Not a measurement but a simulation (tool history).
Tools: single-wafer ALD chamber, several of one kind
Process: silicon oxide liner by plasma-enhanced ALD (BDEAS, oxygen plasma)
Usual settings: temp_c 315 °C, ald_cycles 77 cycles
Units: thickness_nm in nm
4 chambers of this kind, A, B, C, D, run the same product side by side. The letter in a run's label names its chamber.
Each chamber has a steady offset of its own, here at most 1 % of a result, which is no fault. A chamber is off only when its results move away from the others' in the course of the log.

run   hour  temp_c  ald_cycles  read-back reference wafer on the same gauge, thickness_nm  thickness_nm
 1D   13.4     315          77                                                     6.7682        7.0016
 2A   20.3     315          77                                                       6.77        7.0549
      32.1  -- chamber D: thermocouple changed; heater temperature recalibrated
 3C   32.9     315          77                                                     6.7684        7.0027
 4B   44.8     315          77                                                     6.7667        7.0395
 5A     53     315          77                                                      6.766        7.0436
 6D   60.8     307          77                                                     6.7644        7.0889
 7C   68.7     307          77                                                     6.7659        7.0776
 8B   78.4     307          77                                                     6.7627        7.1304
 9B   90.9     307          77                                                     6.7622        7.1125
10C   98.4     315          77                                                     6.7624        6.9942
11A  111.7     315          77                                                     6.7602        7.0472
12D  124.5     315          77                                                     6.7584         6.998
13C  136.7     315          77                                                     6.7606        6.9973
14D    144     315          77                                                     6.7595        6.9942
15A  158.3     315          77                                                     6.7568        7.0228
16B  165.9     315          77                                                      6.754         7.037
17B  177.6     315          77                                                     6.7541        7.0399
18C  188.6     330          90                                                     6.7528        7.9947
19D  199.8     330          90                                                     6.7524        7.9801
20A  206.8     330          90                                                     6.7506        8.0306
     213.5  -- chamber B: thermocouple changed; heater temperature recalibrated
21D  219.9     330          90                                                      6.749        8.0156
22B  233.8     315          64                                                       6.75         5.837
23A  241.2     315          64                                                     6.7467        5.8483
24C  252.8     315          64                                                     6.7454        5.7927
25D    266     315          64                                                     6.7456        5.8135
26C  275.7     315          77                                                     6.7459        6.9882
27A  283.6     315          77                                                      6.746        7.0388
28B  290.9     315          77                                                     6.7447        7.0121
29A  303.4     315          77                                                     6.7423        7.0236
30C  311.1     315          77                                                     6.7416        6.9808
31B  322.5     315          77                                                     6.7403        7.0057
32D  330.4     315          77                                                     6.7413        6.9737
33C  340.9     315          77                                                     6.7394          6.98
34A  352.6     320          90                                                     6.7396        8.1466
35D  362.3     320          90                                                      6.737        8.0877

Next, every chamber runs the same settings. What will each give?
36A  373.6     315          71                                                                        ?
36B  373.6     315          71                                                                        ?
36C  373.6     315          71                                                                        ?
36D  373.6     315          71                                                                        ?

run  thickness_nm
36A        6.4734
36B        6.4746
36C        6.4232
36D        6.4343
